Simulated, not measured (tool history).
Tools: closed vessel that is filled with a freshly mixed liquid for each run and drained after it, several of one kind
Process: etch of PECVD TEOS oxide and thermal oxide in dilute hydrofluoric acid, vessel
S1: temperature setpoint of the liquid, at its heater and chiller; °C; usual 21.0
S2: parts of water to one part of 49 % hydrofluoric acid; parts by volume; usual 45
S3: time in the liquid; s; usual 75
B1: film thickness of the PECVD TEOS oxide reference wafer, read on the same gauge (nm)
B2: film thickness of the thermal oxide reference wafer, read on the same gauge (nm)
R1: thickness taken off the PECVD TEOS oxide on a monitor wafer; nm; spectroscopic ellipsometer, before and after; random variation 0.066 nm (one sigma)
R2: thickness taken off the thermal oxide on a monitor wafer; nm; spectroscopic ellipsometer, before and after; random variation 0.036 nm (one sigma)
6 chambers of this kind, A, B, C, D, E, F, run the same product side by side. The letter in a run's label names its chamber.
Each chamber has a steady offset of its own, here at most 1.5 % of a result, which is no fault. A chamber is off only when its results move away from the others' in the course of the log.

{"run": "1E", "hour": 6.7, "S1": 21.0, "S2": 45, "S3": 75, "B1": 70.006, "B2": 120.03, "R1": 17.063, "R2": 7.3473}
{"run": "2A", "hour": 15.5, "S1": 21.0, "S2": 45, "S3": 75, "B1": 69.993, "B2": 120.0, "R1": 17.449, "R2": 7.4458}
{"run": "3D", "hour": 23.3, "S1": 21.0, "S2": 45, "S3": 75, "B1": 69.979, "B2": 120.04, "R1": 17.044, "R2": 7.3708}
{"run": "4F", "hour": 32.1, "S1": 21.0, "S2": 45, "S3": 75, "B1": 70.002, "B2": 119.99, "R1": 17.498, "R2": 7.3665}
{"run": "5B", "hour": 39.2, "S1": 21.0, "S2": 45, "S3": 75, "B1": 70.025, "B2": 120.03, "R1": 17.385, "R2": 7.2054}
{"run": "6C", "hour": 44.0, "S1": 21.0, "S2": 45, "S3": 75, "B1": 69.994, "B2": 120.0, "R1": 17.352, "R2": 7.357}
{"run": "7C", "hour": 49.4, "S1": 21.0, "S2": 45, "S3": 75, "B1": 70.016, "B2": 119.99, "R1": 17.283, "R2": 7.3418}
{"run": "8E", "hour": 57.4, "S1": 21.0, "S2": 45, "S3": 75, "B1": 69.987, "B2": 120.02, "R1": 17.116, "R2": 7.4534}
{"run": "9D", "hour": 65.5, "S1": 21.0, "S2": 45, "S3": 75, "B1": 70.002, "B2": 120.03, "R1": 17.178, "R2": 7.3593}
{"run": "10F", "hour": 75.2, "S1": 21.0, "S2": 30, "S3": 75, "B1": 69.994, "B2": 120.03, "R1": 26.596, "R2": 11.191}
{"run": "11B", "hour": 79.8, "S1": 21.0, "S2": 30, "S3": 75, "B1": 70.014, "B2": 119.97, "R1": 26.693, "R2": 11.102}
{"run": "12A", "hour": 85.0, "S1": 21.0, "S2": 30, "S3": 75, "B1": 70.0, "B2": 120.01, "R1": 26.56, "R2": 11.216}
{"run": "13A", "hour": 93.2, "S1": 21.0, "S2": 30, "S3": 75, "B1": 70.025, "B2": 120.0, "R1": 26.464, "R2": 11.305}
{"run": "14B", "hour": 102.4, "S1": 21.0, "S2": 30, "S3": 75, "B1": 69.994, "B2": 120.02, "R1": 26.897, "R2": 11.037}
{"run": "15F", "hour": 112.4, "S1": 21.0, "S2": 30, "S3": 75, "B1": 69.989, "B2": 119.95, "R1": 26.566, "R2": 11.17}
{"run": "16C", "hour": 119.0, "S1": 21.0, "S2": 45, "S3": 75, "B1": 70.005, "B2": 120.0, "R1": 17.414, "R2": 7.3744}
{"run": "17D", "hour": 129.3, "S1": 21.0, "S2": 55, "S3": 90, "B1": 69.99, "B2": 120.03, "R1": 16.716, "R2": 7.1445}
{"run": "18E", "hour": 136.7, "S1": 21.0, "S2": 55, "S3": 90, "B1": 70.008, "B2": 119.98, "R1": 16.7, "R2": 7.2134}
{"run": "19A", "hour": 146.6, "S1": 21.0, "S2": 55, "S3": 90, "B1": 69.997, "B2": 119.99, "R1": 16.753, "R2": 7.2297}
{"hour": 151.5, "done": "chamber C: hydrofluoric acid flow meter replaced"}
{"run": "20B", "hour": 153.3, "S1": 21.0, "S2": 55, "S3": 90, "B1": 70.019, "B2": 120.0, "R1": 16.839, "R2": 6.9506}
{"run": "21C", "hour": 161.4, "S1": 21.0, "S2": 55, "S3": 90, "B1": 70.008, "B2": 119.98, "R1": 16.627, "R2": 7.1125}
{"run": "22D", "hour": 168.2, "S1": 21.0, "S2": 55, "S3": 90, "B1": 70.019, "B2": 120.01, "R1": 16.693, "R2": 7.1657}
{"run": "23E", "hour": 176.5, "S1": 21.0, "S2": 45, "S3": 75, "B1": 70.019, "B2": 120.01, "R1": 17.071, "R2": 7.3644}
{"run": "24F", "hour": 184.4, "S1": 21.0, "S2": 45, "S3": 105, "B1": 69.994, "B2": 120.01, "R1": 24.273, "R2": 10.307}
{"hour": 191.3, "done": "chamber F: hydrofluoric acid flow meter replaced"}
{"run": "25C", "hour": 193.5, "S1": 21.0, "S2": 45, "S3": 105, "B1": 69.986, "B2": 120.02, "R1": 24.199, "R2": 10.24}
{"run": "26A", "hour": 200.0, "S1": 21.0, "S2": 45, "S3": 105, "B1": 69.983, "B2": 119.97, "R1": 24.326, "R2": 10.421}
{"run": "27F", "hour": 204.7, "S1": 21.0, "S2": 45, "S3": 105, "B1": 69.997, "B2": 120.02, "R1": 24.431, "R2": 10.326}
{"run": "28E", "hour": 211.8, "S1": 21.0, "S2": 45, "S3": 105, "B1": 69.981, "B2": 119.99, "R1": 24.023, "R2": 10.351}
{"run": "29B", "hour": 220.3, "S1": 21.0, "S2": 45, "S3": 105, "B1": 69.99, "B2": 120.05, "R1": 24.5, "R2": 10.037}
{"run": "30D", "hour": 225.1, "S1": 21.0, "S2": 45, "S3": 75, "B1": 69.984, "B2": 120.02, "R1": 17.204, "R2": 7.3434}
{"run": "31D", "hour": 231.2, "S1": 21.0, "S2": 45, "S3": 75, "B1": 70.001, "B2": 120.03, "R1": 17.149, "R2": 7.3287}
{"run": "32E", "hour": 238.6, "S1": 21.0, "S2": 55, "S3": 75, "B1": 70.01, "B2": 119.95, "R1": 13.911, "R2": 5.9443}
{"run": "33B", "hour": 248.8, "S1": 21.0, "S2": 55, "S3": 75, "B1": 69.992, "B2": 120.02, "R1": 14.046, "R2": 5.8248}
{"run": "34F", "hour": 258.9, "S1": 21.0, "S2": 55, "S3": 75, "B1": 70.018, "B2": 120.03, "R1": 14.139, "R2": 5.9289}
{"run": "35A", "hour": 265.8, "S1": 21.0, "S2": 55, "S3": 75, "B1": 70.017, "B2": 119.98, "R1": 13.997, "R2": 6.0155}
{"run": "36C", "hour": 270.7, "S1": 21.0, "S2": 55, "S3": 75, "B1": 69.979, "B2": 119.99, "R1": 13.936, "R2": 5.9698}
{"run": "37D", "hour": 276.9, "S1": 21.0, "S2": 55, "S3": 75, "B1": 69.996, "B2": 120.02, "R1": 13.969, "R2": 5.9196}

Next, every chamber runs the same settings. What will each give?
{"run": "38A", "hour": 284.5, "S1": 17.5, "S2": 45, "S3": 75, "R1": "?", "R2": "?"}
{"run": "38B", "hour": 284.5, "S1": 17.5, "S2": 45, "S3": 75, "R1": "?", "R2": "?"}
{"run": "38C", "hour": 284.5, "S1": 17.5, "S2": 45, "S3": 75, "R1": "?", "R2": "?"}
{"run": "38D", "hour": 284.5, "S1": 17.5, "S2": 45, "S3": 75, "R1": "?", "R2": "?"}
{"run": "38E", "hour": 284.5, "S1": 17.5, "S2": 45, "S3": 75, "R1": "?", "R2": "?"}
{"run": "38F", "hour": 284.5, "S1": 17.5, "S2": 45, "S3": 75, "R1": "?", "R2": "?"}

run=38A R1=14.909 R2=6.3439
run=38B R1=14.917 R2=6.2386
run=38C R1=14.857 R2=6.2922
run=38D R1=14.754 R2=6.3260
run=38E R1=14.861 R2=6.2771
run=38F R1=15.060 R2=6.3454

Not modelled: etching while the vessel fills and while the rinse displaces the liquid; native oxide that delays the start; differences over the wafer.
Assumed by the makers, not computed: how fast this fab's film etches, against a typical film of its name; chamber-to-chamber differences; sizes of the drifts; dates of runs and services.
